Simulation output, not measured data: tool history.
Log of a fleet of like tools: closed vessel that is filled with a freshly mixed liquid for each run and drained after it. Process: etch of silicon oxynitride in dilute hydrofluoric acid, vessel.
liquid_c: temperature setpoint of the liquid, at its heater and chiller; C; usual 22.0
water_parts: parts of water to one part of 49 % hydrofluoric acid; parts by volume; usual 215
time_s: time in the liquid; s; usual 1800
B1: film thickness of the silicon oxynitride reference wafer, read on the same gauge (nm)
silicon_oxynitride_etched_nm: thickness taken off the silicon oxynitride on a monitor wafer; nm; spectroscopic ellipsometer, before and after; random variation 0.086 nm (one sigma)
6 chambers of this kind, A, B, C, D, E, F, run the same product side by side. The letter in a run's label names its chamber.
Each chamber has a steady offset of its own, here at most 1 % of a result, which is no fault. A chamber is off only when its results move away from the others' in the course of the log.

Run 1D, hour 5.0: usual settings; B1 99.994. Result: silicon_oxynitride_etched_nm 10.2570 nm.
Run 2B, hour 11.4: usual settings; B1 99.973. Result: silicon_oxynitride_etched_nm 10.2220 nm.
Run 3A, hour 16.9: usual settings; B1 100.000. Result: silicon_oxynitride_etched_nm 10.2190 nm.
Run 4F, hour 26.3: usual settings; B1 99.993. Result: silicon_oxynitride_etched_nm 10.2100 nm.
Run 5E, hour 33.6: usual settings but liquid_c 20.5 C, time_s 2535 s; B1 100.000. Result: silicon_oxynitride_etched_nm 13.3870 nm.
Run 6C, hour 39.6: usual settings but liquid_c 20.5 C, time_s 2535 s; B1 100.010. Result: silicon_oxynitride_etched_nm 13.3560 nm.
Run 7B, hour 47.9: usual settings but liquid_c 20.5 C, time_s 2535 s; B1 99.996. Result: silicon_oxynitride_etched_nm 13.2850 nm.
Run 8C, hour 55.8: usual settings but liquid_c 20.5 C, time_s 2535 s; B1 99.995. Result: silicon_oxynitride_etched_nm 13.4030 nm.
Run 9F, hour 64.7: usual settings but liquid_c 20.5 C, time_s 2535 s; B1 100.020. Result: silicon_oxynitride_etched_nm 13.4820 nm.
Run 10D, hour 70.0: usual settings but liquid_c 20.5 C, time_s 2535 s; B1 99.995. Result: silicon_oxynitride_etched_nm 13.4830 nm.
Run 11E, hour 77.8: usual settings; B1 100.010. Result: silicon_oxynitride_etched_nm 9.9808 nm.
Run 12A, hour 85.0: usual settings; B1 100.020. Result: silicon_oxynitride_etched_nm 10.1790 nm.
Run 13B, hour 93.3: usual settings; B1 100.000. Result: silicon_oxynitride_etched_nm 10.1150 nm.
Run 14C, hour 100.7: usual settings; B1 100.020. Result: silicon_oxynitride_etched_nm 10.1350 nm.
Run 15D, hour 107.9: usual settings; B1 99.973. Result: silicon_oxynitride_etched_nm 10.2180 nm.
Run 16A, hour 118.0: usual settings; B1 99.999. Result: silicon_oxynitride_etched_nm 9.7951 nm.
Run 17F, hour 127.2: usual settings but water_parts 320 parts by volume, time_s 1215 s; B1 100.030. Result: silicon_oxynitride_etched_nm 4.3039 nm.
Run 18E, hour 132.1: usual settings but water_parts 320 parts by volume, time_s 1215 s; B1 99.989. Result: silicon_oxynitride_etched_nm 4.2879 nm.
At hour 135.9: chamber B: thermometer replaced.
Run 19F, hour 139.9: usual settings but water_parts 320 parts by volume, time_s 1215 s; B1 99.961. Result: silicon_oxynitride_etched_nm 4.2209 nm.
Run 20D, hour 145.5: usual settings but water_parts 320 parts by volume, time_s 1215 s; B1 100.020. Result: silicon_oxynitride_etched_nm 4.4364 nm.
Run 21C, hour 153.4: usual settings but water_parts 320 parts by volume, time_s 1215 s; B1 99.999. Result: silicon_oxynitride_etched_nm 4.2638 nm.
Run 22B, hour 161.6: usual settings but water_parts 320 parts by volume, time_s 1215 s; B1 99.976. Result: silicon_oxynitride_etched_nm 4.2488 nm.
Run 23A, hour 168.2: usual settings; B1 99.999. Result: silicon_oxynitride_etched_nm 10.0860 nm.
Run 24E, hour 177.0: usual settings; B1 100.010. Result: silicon_oxynitride_etched_nm 10.2180 nm.
At hour 180.4: chamber A: thermometer replaced.
Run 25A, hour 186.3: usual settings; B1 100.040. Result: silicon_oxynitride_etched_nm 9.9354 nm.
Run 26E, hour 193.2: usual settings; B1 100.020. Result: silicon_oxynitride_etched_nm 10.1770 nm.
Run 27B, hour 198.2: usual settings but liquid_c 24.5 C, time_s 880 s; B1 100.010. Result: silicon_oxynitride_etched_nm 5.5402 nm.
Run 28F, hour 208.1: usual settings but liquid_c 24.5 C, time_s 880 s; B1 100.020. Result: silicon_oxynitride_etched_nm 5.3355 nm.
At hour 211.0: chamber E: hydrofluoric acid flow meter replaced.
At hour 213.1: chamber B: hydrofluoric acid flow meter replaced.
Run 29C, hour 215.6: usual settings but liquid_c 24.5 C, time_s 880 s; B1 100.000. Result: silicon_oxynitride_etched_nm 5.4286 nm.
Run 30D, hour 225.9: usual settings but liquid_c 24.5 C, time_s 880 s; B1 100.000. Result: silicon_oxynitride_etched_nm 5.5195 nm.
Run 31F, hour 233.0: usual settings but liquid_c 24.5 C, time_s 880 s; B1 100.020. Result: silicon_oxynitride_etched_nm 5.2086 nm.
Run 32B, hour 241.8: usual settings but liquid_c 24.5 C, time_s 880 s; B1 100.020. Result: silicon_oxynitride_etched_nm 5.4755 nm.
Run 33C, hour 246.8: usual settings; B1 99.968. Result: silicon_oxynitride_etched_nm 10.2690 nm.
Run 34E, hour 252.6: usual settings; B1 100.010. Result: silicon_oxynitride_etched_nm 10.1960 nm.
Run 35A, hour 259.9: usual settings; B1 100.010. Result: silicon_oxynitride_etched_nm 10.0570 nm.
Run 36D, hour 267.0: usual settings; B1 99.982. Result: silicon_oxynitride_etched_nm 10.1470 nm.
Run 37E, hour 273.2: usual settings; B1 99.994. Result: silicon_oxynitride_etched_nm 10.1050 nm.
Run 38B, hour 278.0: usual settings; B1 100.030. Result: silicon_oxynitride_etched_nm 10.0200 nm.
Run 39A, hour 284.2: usual settings; B1 99.987. Result: silicon_oxynitride_etched_nm 10.1830 nm.
Run 40F, hour 295.1: usual settings; B1 100.010. Result: silicon_oxynitride_etched_nm 9.1088 nm.
Run 41C, hour 305.8: usual settings but liquid_c 19.5 C; B1 100.010. Result: silicon_oxynitride_etched_nm 9.0764 nm.
Run 42D, hour 315.1: usual settings but liquid_c 19.5 C; B1 99.963. Result: silicon_oxynitride_etched_nm 9.0200 nm.
Run 43F, hour 320.9: usual settings but liquid_c 19.5 C; B1 100.010. Result: silicon_oxynitride_etched_nm 8.0799 nm.

All 6 chambers run these settings next. Forecast each chamber's results:
Run 44A, hour 328.7: usual settings. Result: silicon_oxynitride_etched_nm ?.
Run 44B, hour 328.7: usual settings. Result: silicon_oxynitride_etched_nm ?.
Run 44C, hour 328.7: usual settings. Result: silicon_oxynitride_etched_nm ?.
Run 44D, hour 328.7: usual settings. Result: silicon_oxynitride_etched_nm ?.
Run 44E, hour 328.7: usual settings. Result: silicon_oxynitride_etched_nm ?.
Run 44F, hour 328.7: usual settings. Result: silicon_oxynitride_etched_nm ?.

run  silicon_oxynitride_etched_nm
44A                        9.8637
44B                       10.1900
44C                       10.1130
44D                       10.2900
44E                       10.1070
44F                        8.8877

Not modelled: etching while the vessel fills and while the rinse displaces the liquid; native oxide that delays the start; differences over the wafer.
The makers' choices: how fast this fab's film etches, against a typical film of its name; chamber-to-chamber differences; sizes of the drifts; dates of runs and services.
